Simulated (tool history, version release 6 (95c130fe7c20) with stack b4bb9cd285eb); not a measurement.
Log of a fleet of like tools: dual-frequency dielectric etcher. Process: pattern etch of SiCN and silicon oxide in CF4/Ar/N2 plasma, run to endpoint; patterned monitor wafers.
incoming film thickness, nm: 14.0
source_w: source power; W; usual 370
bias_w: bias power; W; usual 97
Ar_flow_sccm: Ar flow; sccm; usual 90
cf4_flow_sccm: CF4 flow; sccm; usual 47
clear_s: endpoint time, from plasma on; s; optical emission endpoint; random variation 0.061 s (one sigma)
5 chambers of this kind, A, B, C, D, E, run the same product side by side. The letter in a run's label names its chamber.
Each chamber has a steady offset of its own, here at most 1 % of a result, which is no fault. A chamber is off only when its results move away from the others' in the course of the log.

run 1E day=0.258 | source_w=370 bias_w=97 Ar_flow_sccm=90 cf4_flow_sccm=47 | clear_s=18.118
run 2D day=0.775 | source_w=370 bias_w=97 Ar_flow_sccm=90 cf4_flow_sccm=47 | clear_s=18.063
run 3C day=1.296 | source_w=370 bias_w=97 Ar_flow_sccm=90 cf4_flow_sccm=47 | clear_s=18.097
-- day=1.679 chamber E: wet clean of the chamber
run 4B day=1.767 | source_w=370 bias_w=97 Ar_flow_sccm=90 cf4_flow_sccm=47 | clear_s=18.137
run 5A day=2.054 | source_w=400 bias_w=97 Ar_flow_sccm=73 cf4_flow_sccm=47 | clear_s=16.490
run 6C day=2.417 | source_w=400 bias_w=97 Ar_flow_sccm=73 cf4_flow_sccm=47 | clear_s=16.455
run 7A day=2.679 | source_w=400 bias_w=97 Ar_flow_sccm=73 cf4_flow_sccm=47 | clear_s=16.476
run 8D day=3.083 | source_w=400 bias_w=97 Ar_flow_sccm=73 cf4_flow_sccm=47 | clear_s=16.418
run 9B day=3.600 | source_w=400 bias_w=97 Ar_flow_sccm=73 cf4_flow_sccm=47 | clear_s=16.397
-- day=3.875 chamber A: bias power generator calibrated
run 10E day=3.958 | source_w=370 bias_w=97 Ar_flow_sccm=90 cf4_flow_sccm=47 | clear_s=18.062
run 11D day=4.496 | source_w=370 bias_w=97 Ar_flow_sccm=90 cf4_flow_sccm=47 | clear_s=17.979
run 12A day=4.896 | source_w=370 bias_w=87 Ar_flow_sccm=90 cf4_flow_sccm=47 | clear_s=18.776
run 13B day=5.188 | source_w=370 bias_w=87 Ar_flow_sccm=90 cf4_flow_sccm=47 | clear_s=18.808
run 14C day=5.696 | source_w=370 bias_w=87 Ar_flow_sccm=90 cf4_flow_sccm=47 | clear_s=18.828
run 15E day=6.067 | source_w=370 bias_w=87 Ar_flow_sccm=90 cf4_flow_sccm=47 | clear_s=18.720
run 16D day=6.442 | source_w=370 bias_w=87 Ar_flow_sccm=90 cf4_flow_sccm=47 | clear_s=18.955
run 17C day=6.750 | source_w=370 bias_w=97 Ar_flow_sccm=90 cf4_flow_sccm=47 | clear_s=18.213
-- day=6.908 chamber D: bias power generator calibrated
run 18B day=7.008 | source_w=370 bias_w=97 Ar_flow_sccm=90 cf4_flow_sccm=47 | clear_s=18.176
run 19A day=7.383 | source_w=370 bias_w=97 Ar_flow_sccm=90 cf4_flow_sccm=47 | clear_s=18.154
-- day=7.800 chamber A: wet clean of the chamber
run 20E day=7.892 | source_w=370 bias_w=97 Ar_flow_sccm=90 cf4_flow_sccm=47 | clear_s=18.009
run 21B day=8.342 | source_w=370 bias_w=97 Ar_flow_sccm=90 cf4_flow_sccm=47 | clear_s=18.133
-- day=8.517 chamber D: wet clean of the chamber
run 22A day=8.688 | source_w=370 bias_w=97 Ar_flow_sccm=90 cf4_flow_sccm=47 | clear_s=18.027
-- day=9.125 chamber C: source power generator calibrated
run 23E day=9.217 | source_w=370 bias_w=97 Ar_flow_sccm=90 cf4_flow_sccm=47 | clear_s=18.007
run 24C day=9.675 | source_w=290 bias_w=97 Ar_flow_sccm=90 cf4_flow_sccm=47 | clear_s=22.166
run 25D day=10.188 | source_w=290 bias_w=97 Ar_flow_sccm=90 cf4_flow_sccm=47 | clear_s=22.282
-- day=10.396 chamber B: wet clean of the chamber
run 26B day=10.617 | source_w=290 bias_w=97 Ar_flow_sccm=90 cf4_flow_sccm=47 | clear_s=22.382
-- day=10.804 chamber C: Ar flow controller replaced
run 27E day=10.871 | source_w=290 bias_w=97 Ar_flow_sccm=90 cf4_flow_sccm=47 | clear_s=22.153
run 28A day=11.171 | source_w=290 bias_w=97 Ar_flow_sccm=90 cf4_flow_sccm=47 | clear_s=22.295
run 29D day=11.433 | source_w=370 bias_w=97 Ar_flow_sccm=90 cf4_flow_sccm=47 | clear_s=18.142
run 30C day=11.983 | source_w=370 bias_w=97 Ar_flow_sccm=90 cf4_flow_sccm=47 | clear_s=18.046

Next, every chamber runs the same settings. What will each give?
run 31A day=12.379 | source_w=320 bias_w=97 Ar_flow_sccm=90 cf4_flow_sccm=47 | clear_s=?
run 31B day=12.379 | source_w=320 bias_w=97 Ar_flow_sccm=90 cf4_flow_sccm=47 | clear_s=?
run 31C day=12.379 | source_w=320 bias_w=97 Ar_flow_sccm=90 cf4_flow_sccm=47 | clear_s=?
run 31D day=12.379 | source_w=320 bias_w=97 Ar_flow_sccm=90 cf4_flow_sccm=47 | clear_s=?
run 31E day=12.379 | source_w=320 bias_w=97 Ar_flow_sccm=90 cf4_flow_sccm=47 | clear_s=?

run=31A clear_s=20.580
run=31B clear_s=20.561
run=31C clear_s=20.317
run=31D clear_s=20.410
run=31E clear_s=20.426
